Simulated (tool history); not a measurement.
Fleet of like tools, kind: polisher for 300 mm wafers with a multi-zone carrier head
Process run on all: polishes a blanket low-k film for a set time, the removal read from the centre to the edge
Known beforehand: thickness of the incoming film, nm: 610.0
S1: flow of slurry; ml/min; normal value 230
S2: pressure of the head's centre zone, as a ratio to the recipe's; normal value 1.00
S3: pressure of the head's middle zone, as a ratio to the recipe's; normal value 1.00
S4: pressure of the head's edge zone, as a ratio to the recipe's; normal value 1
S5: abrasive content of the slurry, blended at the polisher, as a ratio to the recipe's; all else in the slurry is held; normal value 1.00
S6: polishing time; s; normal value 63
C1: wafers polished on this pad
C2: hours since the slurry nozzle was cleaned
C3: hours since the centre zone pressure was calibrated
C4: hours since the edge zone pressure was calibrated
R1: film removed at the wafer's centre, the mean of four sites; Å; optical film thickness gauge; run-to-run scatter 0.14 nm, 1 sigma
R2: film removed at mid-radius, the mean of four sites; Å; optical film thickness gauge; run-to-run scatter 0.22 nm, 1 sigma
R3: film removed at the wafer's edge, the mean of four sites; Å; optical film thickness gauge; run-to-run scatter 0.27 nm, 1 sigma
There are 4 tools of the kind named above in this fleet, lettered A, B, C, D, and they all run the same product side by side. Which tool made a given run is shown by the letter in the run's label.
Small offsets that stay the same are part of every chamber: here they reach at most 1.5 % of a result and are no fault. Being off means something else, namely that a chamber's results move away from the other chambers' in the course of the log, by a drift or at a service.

Run 1D, hour 9.0: usual settings; C1 1159; C2 465.2; C3 699.7; C4 400.1. Result: R1 205.70 Å, R2 204.44 Å, R3 201.72 Å.
At hour 10.7: chamber A: edge zone pressure recalibrated.
Run 2A, hour 13.0: usual settings; C1 454; C2 117.1; C3 669.3; C4 2.3. Result: R1 202.75 Å, R2 206.99 Å, R3 203.44 Å.
Run 3C, hour 20.3: usual settings; C1 289; C2 271.9; C3 711.5; C4 787.0. Result: R1 200.48 Å, R2 202.53 Å, R3 206.97 Å.
At hour 21.0: chamber D: worn pad replaced by a new one.
Run 4B, hour 26.1: usual settings; C1 551; C2 570.6; C3 545.5; C4 792.5. Result: R1 204.43 Å, R2 206.76 Å, R3 208.59 Å.
Run 5B, hour 31.1: usual settings but S1 300 ml/min, S6 72 s; C1 594; C2 575.6; C3 550.5; C4 797.5. Result: R1 243.97 Å, R2 237.91 Å, R3 236.11 Å.
Run 6D, hour 38.3: usual settings but S1 300 ml/min, S6 72 s; C1 152; C2 494.5; C3 729.0; C4 429.4. Result: R1 238.77 Å, R2 238.90 Å, R3 242.54 Å.
Run 7A, hour 44.5: usual settings but S1 300 ml/min, S6 72 s; C1 730; C2 148.6; C3 700.8; C4 33.8. Result: R1 234.73 Å, R2 244.09 Å, R3 233.68 Å.
At hour 46.5: chamber C: worn pad replaced by a new one.
Run 8C, hour 49.5: usual settings but S1 300 ml/min, S6 72 s; C1 27; C2 301.1; C3 740.7; C4 816.2. Result: R1 239.28 Å, R2 238.00 Å, R3 240.01 Å.
Run 9C, hour 56.3: usual settings; C1 86; C2 307.9; C3 747.5; C4 823.0. Result: R1 200.62 Å, R2 205.57 Å, R3 204.41 Å.
At hour 58.8: chamber D: slurry nozzle cleaned.
Run 10A, hour 65.4: usual settings; C1 913; C2 169.5; C3 721.7; C4 54.7. Result: R1 200.61 Å, R2 202.45 Å, R3 201.33 Å.
Run 11D, hour 73.7: usual settings but S2 1.06, S5 1.25; C1 462; C2 14.9; C3 764.4; C4 464.8. Result: R1 239.06 Å, R2 223.53 Å, R3 224.71 Å.
Run 12B, hour 81.8: usual settings but S2 1.06, S5 1.25; C1 1039; C2 626.3; C3 601.2; C4 848.2. Result: R1 242.45 Å, R2 221.93 Å, R3 224.87 Å.
Run 13B, hour 87.2: usual settings but S2 1.06, S5 1.25; C1 1086; C2 631.7; C3 606.6; C4 853.6. Result: R1 237.84 Å, R2 221.98 Å, R3 229.16 Å.
Run 14D, hour 93.9: usual settings but S2 1.06, S5 1.25; C1 639; C2 35.1; C3 784.6; C4 485.0. Result: R1 237.96 Å, R2 222.64 Å, R3 229.61 Å.
At hour 94.0: chamber B: worn pad replaced by a new one.
At hour 98.9: chamber C: worn pad replaced by a new one.
Run 15A, hour 102.3: usual settings; C1 1237; C2 206.4; C3 758.6; C4 91.6. Result: R1 199.23 Å, R2 208.19 Å, R3 202.37 Å.
At hour 104.7: chamber C: centre zone pressure recalibrated.
Run 16C, hour 109.9: usual settings but S1 170 ml/min, S2 1.11; C1 97; C2 361.5; C3 5.3; C4 876.6. Result: R1 202.12 Å, R2 194.10 Å, R3 198.76 Å.
Run 17C, hour 119.0: usual settings but S1 170 ml/min, S2 1.11; C1 176; C2 370.6; C3 14.4; C4 885.7. Result: R1 203.34 Å, R2 195.30 Å, R3 194.81 Å.
At hour 121.5: chamber A: worn pad replaced by a new one.
Run 18A, hour 125.9: usual settings but S1 170 ml/min, S2 1.11; C1 39; C2 230.0; C3 782.2; C4 115.2. Result: R1 215.39 Å, R2 193.30 Å, R3 200.44 Å.
Run 19B, hour 134.8: usual settings but S1 170 ml/min, S2 1.11; C1 358; C2 679.3; C3 654.2; C4 901.2. Result: R1 219.61 Å, R2 196.82 Å, R3 194.32 Å.
Run 20D, hour 139.8: usual settings; C1 1041; C2 81.0; C3 830.5; C4 530.9. Result: R1 204.07 Å, R2 199.03 Å, R3 201.75 Å.
Run 21D, hour 146.2: usual settings; C1 1097; C2 87.4; C3 836.9; C4 537.3. Result: R1 202.41 Å, R2 201.86 Å, R3 200.57 Å.
At hour 153.5: chamber D: worn pad replaced by a new one.
Run 22C, hour 153.5: usual settings; C1 479; C2 405.1; C3 48.9; C4 920.2. Result: R1 189.82 Å, R2 201.42 Å, R3 202.79 Å.
At hour 159.4: chamber C: worn pad replaced by a new one.
Run 23A, hour 159.5: usual settings; C1 333; C2 263.6; C3 815.8; C4 148.8. Result: R1 200.42 Å, R2 209.72 Å, R3 203.27 Å.
At hour 160.1: chamber D: edge zone pressure recalibrated.
At hour 163.4: chamber A: slurry nozzle cleaned.
Run 24B, hour 164.2: usual settings; C1 615; C2 708.7; C3 683.6; C4 930.6. Result: R1 206.31 Å, R2 206.66 Å, R3 207.34 Å.
Run 25C, hour 171.6: usual settings; C1 107; C2 423.2; C3 67.0; C4 938.3. Result: R1 190.72 Å, R2 204.27 Å, R3 203.03 Å.
Run 26A, hour 180.3: usual settings but S1 155 ml/min, S3 1.09; C1 516; C2 17.0; C3 836.6; C4 169.6. Result: R1 185.83 Å, R2 207.65 Å, R3 199.78 Å.
At hour 185.2: chamber D: centre zone pressure recalibrated.
Run 27B, hour 189.1: usual settings but S1 155 ml/min, S3 1.09; C1 834; C2 733.6; C3 708.5; C4 955.5. Result: R1 191.48 Å, R2 204.52 Å, R3 197.70 Å.
Run 28D, hour 197.1: usual settings but S1 155 ml/min, S3 1.09; C1 383; C2 138.3; C3 11.9; C4 37.0. Result: R1 190.05 Å, R2 207.04 Å, R3 193.90 Å.
Run 29C, hour 205.1: usual settings but S1 155 ml/min, S3 1.09; C1 401; C2 456.7; C3 100.5; C4 971.8. Result: R1 177.07 Å, R2 204.06 Å, R3 194.22 Å.
Run 30A, hour 209.2: usual settings; C1 769; C2 45.9; C3 865.5; C4 198.5. Result: R1 202.38 Å, R2 208.57 Å, R3 205.11 Å.
Run 31D, hour 215.8: usual settings; C1 546; C2 157.0; C3 30.6; C4 55.7. Result: R1 202.57 Å, R2 199.97 Å, R3 207.05 Å.
At hour 216.6: chamber C: worn pad replaced by a new one.
Run 32B, hour 224.3: usual settings; C1 1142; C2 768.8; C3 743.7; C4 990.7. Result: R1 203.99 Å, R2 205.31 Å, R3 201.38 Å.
Run 33C, hour 229.4: usual settings; C1 112; C2 481.0; C3 124.8; C4 996.1. Result: R1 188.28 Å, R2 202.71 Å, R3 206.32 Å.
At hour 232.1: chamber B: slurry nozzle cleaned.
At hour 232.7: chamber B: worn pad replaced by a new one.
Run 34A, hour 237.6: usual settings; C1 1018; C2 74.3; C3 893.9; C4 226.9. Result: R1 200.50 Å, R2 201.54 Å, R3 205.75 Å.
Run 35D, hour 242.5: usual settings; C1 781; C2 183.7; C3 57.3; C4 82.4. Result: R1 205.22 Å, R2 199.78 Å, R3 202.81 Å.
Run 36B, hour 248.4: usual settings but S3 1.04; C1 137; C2 16.4; C3 767.8; C4 1014.8. Result: R1 206.43 Å, R2 206.28 Å, R3 205.52 Å.
Run 37C, hour 252.6: usual settings but S3 1.04; C1 315; C2 504.2; C3 148.0; C4 1019.3. Result: R1 189.01 Å, R2 211.58 Å, R3 203.61 Å.
Run 38A, hour 261.3: usual settings but S3 1.04; C1 1226; C2 98.0; C3 917.6; C4 250.6. Result: R1 200.96 Å, R2 212.65 Å, R3 202.13 Å.
Run 39D, hour 270.0: usual settings but S3 1.04; C1 1022; C2 211.2; C3 84.8; C4 109.9. Result: R1 201.96 Å, R2 205.51 Å, R3 203.16 Å.

Does one chamber stand apart from the rest, does the shared gauge drift, or is all well apart from small per-chamber offsets? Give the chamber and the most likely cause, where there is one.

Chamber C has stood off from the others ever since a service on it.
What lies behind it: centre zone's pressure below its setpoint, % = 5.34.

Below are 4 candidate recipes for chamber C's next run, each the usual settings with a change, their results shown as question marks. Which of them brings C's results back in line with what the other chambers give on the usual settings?
Allowed miss from the other chambers' usual-settings mean, per result, to count as in line: R1 4.90 Å; R2 7.80 Å; R3 9.40 Å
Run 40C-1, hour 276.6: usual settings but S2 1.02, S4 0.99. Result: R1 ?, R2 ?, R3 ?.
Run 40C-2, hour 276.6: usual settings but S1 235 ml/min, S2 1.06, S4 0.97. Result: R1 ?, R2 ?, R3 ?.
Run 40C-3, hour 276.6: usual settings but S2 0.98, S4 1.01. Result: R1 ?, R2 ?, R3 ?.
Run 40C-4, hour 276.6: usual settings but S1 225 ml/min, S2 0.94, S4 1.03. Result: R1 ?, R2 ?, R3 ?.

The other chambers' mean on the usual settings: R1 203.02 Å; R2 203.58 Å; R3 203.63 Å
  run      R1      R2      R3
40C-1  192.90  201.03  205.93
40C-2  201.96  201.55  204.18
40C-3  184.47  201.07  208.09
40C-4  175.46  200.52  209.80
Change 40C-2 lands the chamber within the allowed miss of the other chambers.

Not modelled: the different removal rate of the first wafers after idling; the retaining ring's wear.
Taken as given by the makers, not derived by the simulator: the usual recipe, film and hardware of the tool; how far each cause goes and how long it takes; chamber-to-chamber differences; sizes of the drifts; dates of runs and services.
